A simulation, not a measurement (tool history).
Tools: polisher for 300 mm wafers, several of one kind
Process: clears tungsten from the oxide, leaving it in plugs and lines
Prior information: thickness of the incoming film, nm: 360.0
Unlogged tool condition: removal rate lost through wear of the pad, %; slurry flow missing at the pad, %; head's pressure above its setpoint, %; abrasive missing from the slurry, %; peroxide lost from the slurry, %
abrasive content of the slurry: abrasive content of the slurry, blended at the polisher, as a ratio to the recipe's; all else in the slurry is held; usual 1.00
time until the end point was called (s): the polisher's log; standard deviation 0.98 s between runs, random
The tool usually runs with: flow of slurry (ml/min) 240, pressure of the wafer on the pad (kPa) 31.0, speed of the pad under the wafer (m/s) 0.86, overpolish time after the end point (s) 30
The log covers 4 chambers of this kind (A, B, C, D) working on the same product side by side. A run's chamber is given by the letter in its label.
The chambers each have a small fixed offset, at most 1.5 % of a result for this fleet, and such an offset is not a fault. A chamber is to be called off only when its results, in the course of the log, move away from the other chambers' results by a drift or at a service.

run	day	flow of slurry (ml/min)	pressure of the wafer on the pad (kPa)	speed of the pad under the wafer (m/s)	abrasive content of the slurry	overpolish time after the end point (s)	wafers polished on this pad	hours since the slurry nozzle was cleaned	hours since the head pressure was calibrated	hours since the slurry blender was calibrated	hours since the slurry got fresh peroxide	time until the end point was called (s)
# day 0.121: chamber C: worn pad replaced by a new one
# day 0.171: chamber C: slurry nozzle cleaned
1C	0.333	240	31.0	0.86	1.00	30	39	3.9	390.0	173.3	48.1	62.604
2A	0.858	240	31.0	0.86	1.00	30	908	291.9	102.8	86.3	68.9	62.056
# day 1.146: chamber D: worn pad replaced by a new one
3B	1.154	240	31.0	0.86	1.00	30	326	386.7	738.7	374.3	69.8	62.395
# day 1.312: chamber A: slurry tank refilled with fresh slurry and peroxide
# day 1.367: chamber A: worn pad replaced by a new one
4D	1.683	240	31.0	0.86	1.00	30	99	509.7	759.2	114.3	98.0	60.598
# day 1.817: chamber D: slurry tank refilled with fresh slurry and peroxide
5D	1.954	240	31.0	0.86	1.00	30	149	516.2	765.7	120.8	3.3	62.701
# day 1.958: chamber D: slurry nozzle cleaned
6A	2.296	240	31.0	0.86	1.00	30	172	326.4	137.3	120.8	23.7	61.885
# day 2.688: chamber B: slurry tank refilled with fresh slurry and peroxide
7B	2.742	240	25.5	0.86	1.00	30	620	424.8	776.8	412.4	1.3	75.753
8C	3.133	240	25.5	0.86	1.00	30	557	71.1	457.2	240.5	115.3	76.556
# day 3.296: chamber B: worn pad replaced by a new one
# day 3.392: chamber D: slurry blender recalibrated
# day 3.450: chamber B: head pressure recalibrated
9C	3.450	240	25.5	0.86	1.00	30	615	78.7	464.8	248.1	122.9	74.996
# day 3.558: chamber C: worn pad replaced by a new one
# day 3.721: chamber A: slurry nozzle cleaned
10D	3.962	240	25.5	0.86	1.00	30	521	48.2	813.9	13.7	51.5	76.966
# day 4.021: chamber A: slurry tank refilled with fresh slurry and peroxide
11B	4.221	240	31.0	0.86	1.00	30	171	460.3	18.5	447.9	36.8	63.027
# day 4.279: chamber B: slurry blender recalibrated
# day 4.396: chamber C: slurry tank refilled with fresh slurry and peroxide
# day 4.554: chamber D: worn pad replaced by a new one
12A	4.588	240	31.0	0.86	1.00	30	595	20.8	192.3	175.8	13.6	61.912
# day 4.746: chamber C: slurry blender recalibrated
13A	4.921	240	40.7	0.86	0.85	30	657	28.8	200.3	183.8	21.6	48.651
14B	5.179	240	40.7	0.86	0.85	30	348	483.3	41.5	21.6	59.8	49.219
# day 5.292: chamber D: slurry tank refilled with fresh slurry and peroxide
15C	5.542	240	40.7	0.86	0.85	30	366	128.9	515.0	19.2	27.5	50.136
# day 5.804: chamber C: head pressure recalibrated
16D	5.908	240	40.7	0.86	0.85	30	250	94.9	860.6	60.4	14.9	50.394
17C	6.446	290	31.0	0.86	1.00	30	533	150.6	15.5	40.9	49.2	61.168
# day 6.888: chamber B: worn pad replaced by a new one
18B	6.971	290	31.0	0.86	1.00	30	15	526.3	84.5	64.6	102.8	60.287
# day 7.142: chamber A: slurry tank refilled with fresh slurry and peroxide
19A	7.254	290	31.0	0.86	1.00	30	1088	84.8	256.3	239.8	2.7	61.438
# day 7.475: chamber C: worn pad replaced by a new one
# day 7.529: chamber B: slurry tank refilled with fresh slurry and peroxide
20D	7.750	290	31.0	0.86	1.00	30	590	139.1	904.8	104.6	59.1	60.482
# day 8.067: chamber D: worn pad replaced by a new one
# day 8.242: chamber A: worn pad replaced by a new one
21D	8.296	240	31.0	0.86	1.00	30	42	152.2	917.9	117.7	72.2	61.573
22C	8.754	240	31.0	0.86	1.00	30	236	206.0	70.9	96.3	104.6	61.814
23B	9.012	240	31.0	0.86	1.00	30	393	575.3	133.5	113.6	35.7	62.537
# day 9.179: chamber D: slurry tank refilled with fresh slurry and peroxide
24A	9.358	240	31.0	0.86	1.00	30	206	135.3	306.8	290.3	53.2	61.920
25B	9.879	240	31.0	0.86	1.00	30	553	596.1	154.3	134.4	56.5	62.105
# day 9.892: chamber D: slurry blender recalibrated
26C	10.196	240	31.0	0.86	1.00	30	502	240.6	105.5	130.9	139.2	60.939
# day 10.275: chamber A: slurry tank refilled with fresh slurry and peroxide
# day 10.304: chamber B: worn pad replaced by a new one
27D	10.604	240	31.0	0.86	1.00	30	469	207.6	973.3	17.1	34.3	60.869
28A	10.883	240	31.0	0.86	1.00	30	488	171.9	343.4	326.9	14.7	60.643
# day 11.133: chamber B: slurry nozzle cleaned
# day 11.250: chamber C: worn pad replaced by a new one
# day 11.396: chamber D: worn pad replaced by a new one
29A	11.433	240	31.0	0.86	1.00	30	590	185.1	356.6	340.1	27.9	61.712
# day 11.554: chamber C: slurry tank refilled with fresh slurry and peroxide
# day 11.667: chamber A: head pressure recalibrated
30D	11.688	240	31.0	0.86	1.00	30	53	233.6	999.3	43.1	60.3	61.693
# day 11.979: chamber B: slurry tank refilled with fresh slurry and peroxide
31B	12.017	240	25.5	0.86	1.00	39	317	21.3	205.6	185.7	0.9	72.886
32C	12.312	240	25.5	0.86	1.00	39	196	291.4	156.3	181.7	18.3	78.617
33B	12.567	240	25.5	0.86	1.00	39	418	34.5	218.8	198.9	14.1	73.742
# day 12.788: chamber D: slurry tank refilled with fresh slurry and peroxide
34C	13.008	240	25.5	0.86	1.00	39	325	308.1	173.0	198.4	35.0	78.062
35A	13.275	240	31.0	0.86	1.00	42	930	229.3	38.6	384.3	72.1	62.802
36D	13.658	240	31.0	0.86	1.00	42	418	280.9	1046.6	90.4	20.9	61.616
# day 13.662: chamber A: slurry tank refilled with fresh slurry and peroxide
# day 13.983: chamber B: worn pad replaced by a new one
37C	14.129	240	31.0	0.86	1.00	42	532	335.0	199.9	225.3	61.9	60.470
38A	14.438	240	31.0	0.86	1.00	42	1145	257.2	66.5	412.2	18.7	62.571
39B	14.779	240	31.0	0.86	1.00	30	147	87.6	271.9	252.0	67.2	61.252

All 4 chambers run these settings next. Forecast each chamber's results:
40A	15.175	240	31.0	0.86	0.80	30						?
40B	15.175	240	31.0	0.86	0.80	30						?
40C	15.175	240	31.0	0.86	0.80	30						?
40D	15.175	240	31.0	0.86	0.80	30						?

run	time until the end point was called (s)
40A	66.645
40B	66.307
40C	65.332
40D	65.459
